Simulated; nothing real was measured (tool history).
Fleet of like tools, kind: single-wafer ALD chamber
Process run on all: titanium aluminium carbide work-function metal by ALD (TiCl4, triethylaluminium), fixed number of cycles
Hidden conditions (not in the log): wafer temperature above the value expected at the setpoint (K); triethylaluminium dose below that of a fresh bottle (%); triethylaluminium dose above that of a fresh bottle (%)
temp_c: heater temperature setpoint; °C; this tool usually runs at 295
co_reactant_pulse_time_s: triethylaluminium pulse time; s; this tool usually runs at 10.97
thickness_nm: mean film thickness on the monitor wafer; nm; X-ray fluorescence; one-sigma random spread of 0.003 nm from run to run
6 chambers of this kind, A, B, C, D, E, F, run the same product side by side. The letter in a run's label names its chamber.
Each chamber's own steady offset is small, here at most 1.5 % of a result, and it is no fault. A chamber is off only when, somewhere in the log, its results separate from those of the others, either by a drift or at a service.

run   hour  temp_c  co_reactant_pulse_time_s  hours since the last thermocouple change  hours since the last triethylaluminium bottle change  read-back reference wafer on the same gauge, thickness_nm  thickness_nm
 1E    3.9     295                     10.97                                     604.5                                                  70.5                                                     2.0599        1.9820
 2A    8.3     295                     10.97                                    2820.2                                                 218.7                                                     2.0592        1.9879
 3D   11.7     295                     10.97                                     190.0                                                 950.0                                                     2.0588        1.9840
 4F   15.9     295                     10.97                                    1259.1                                                 541.6                                                     2.0593        1.9836
 5B   21.2     295                     10.97                                    1200.6                                                 892.9                                                     2.0593        1.9497
 6C   27.7     295                     15.11                                    1193.2                                                1121.7                                                     2.0583        2.0036
 7F   34.3     295                     15.11                                    1277.5                                                 560.0                                                     2.0578        2.0158
 8C   38.6     295                     15.11                                    1204.1                                                1132.6                                                     2.0577        2.0034
 9E   43.1     295                     15.11                                     643.7                                                 109.7                                                     2.0582        2.0137
10B   48.1     295                     15.11                                    1227.5                                                 919.8                                                     2.0568        1.9838
11A   54.5     295                     15.11                                    2866.4                                                 264.9                                                     2.0568        2.0205
12D   60.3     295                     10.97                                     238.6                                                 998.6                                                     2.0561        1.9754
13C   66.0     295                     10.97                                    1231.5                                                1160.0                                                     2.0563        1.9681
14B   71.7     295                     10.97                                    1251.1                                                 943.4                                                     2.0557        1.9452
15D   77.0     295                     10.97                                     255.3                                                1015.3                                                     2.0565        1.9790
16A   84.6     295                      7.86                                    2896.5                                                 295.0                                                     2.0554        1.8937
17E   89.6     295                      7.86                                     690.2                                                 156.2                                                     2.0554        1.8893
18F   93.4     295                      7.86                                    1336.6                                                 619.1                                                     2.0545        1.8830
19C   99.6     295                      7.86                                    1265.1                                                1193.6                                                     2.0541        1.8727
20B  103.8     295                      7.86                                    1283.2                                                 975.5                                                     2.0541        1.8585
21D  108.5     295                      7.86                                     286.8                                                1046.8                                                     2.0548        1.8824
22A  113.7     295                     10.97                                    2925.6                                                 324.1                                                     2.0539        1.9836
23E  119.5     295                     10.97                                     720.1                                                 186.1                                                     2.0540        1.9731
24F  124.4     295                     10.97                                    1367.6                                                 650.1                                                     2.0528        1.9738
25F  131.3     295                     10.97                                    1374.5                                                 657.0                                                     2.0526        1.9676
26A  135.0     295                     10.97                                    2946.9                                                 345.4                                                     2.0525        1.9801
27D  140.0     302                     10.97                                     318.3                                                1078.3                                                     2.0529        2.0274
28B  146.8     302                     10.97                                    1326.2                                                1018.5                                                     2.0524        2.0001
29C  151.7     302                     10.97                                    1317.2                                                1245.7                                                     2.0514        2.0218
30E  155.2     302                     10.97                                     755.8                                                 221.8                                                     2.0519        2.0386
31F  161.7     302                     10.97                                    1404.9                                                 687.4                                                     2.0516        2.0311
32C  168.3     302                     10.97                                    1333.8                                                1262.3                                                     2.0502        2.0205
33A  171.7     295                     10.97                                    2983.6                                                 382.1                                                     2.0513        1.9759
34B  179.2     295                     10.97                                    1358.6                                                1050.9                                                     2.0504        1.9399
35E  185.2     295                     10.97                                     785.8                                                 251.8                                                     2.0498        1.9744
36D  191.0     295                     10.97                                     369.3                                                1129.3                                                     2.0494        1.9675
37C  197.0     295                     10.97                                    1362.5                                                1291.0                                                     2.0491        1.9588
38E  204.2     295                     10.97                                     804.8                                                 270.8                                                     2.0481        1.9686
39A  211.5     283                     14.51                                    3023.4                                                 421.9                                                     2.0483        1.9073
40F  218.8     283                     14.51                                    1462.0                                                 744.5                                                     2.0481        1.8947
41B  223.7     283                     14.51                                    1403.1                                                1095.4                                                     2.0486        1.8628
42D  227.0     283                     14.51                                     405.3                                                1165.3                                                     2.0474        1.8882

Next, all 6 chambers run the settings below, one line each with question marks for the results. What does each chamber give?
43A  232.5     295                     10.97                                                                                                                                                                        ?
43B  232.5     295                     10.97                                                                                                                                                                        ?
43C  232.5     295                     10.97                                                                                                                                                                        ?
43D  232.5     295                     10.97                                                                                                                                                                        ?
43E  232.5     295                     10.97                                                                                                                                                                        ?
43F  232.5     295                     10.97                                                                                                                                                                        ?

run  thickness_nm
43A        1.9721
43B        1.9349
43C        1.9598
43D        1.9717
43E        1.9693
43F        1.9652

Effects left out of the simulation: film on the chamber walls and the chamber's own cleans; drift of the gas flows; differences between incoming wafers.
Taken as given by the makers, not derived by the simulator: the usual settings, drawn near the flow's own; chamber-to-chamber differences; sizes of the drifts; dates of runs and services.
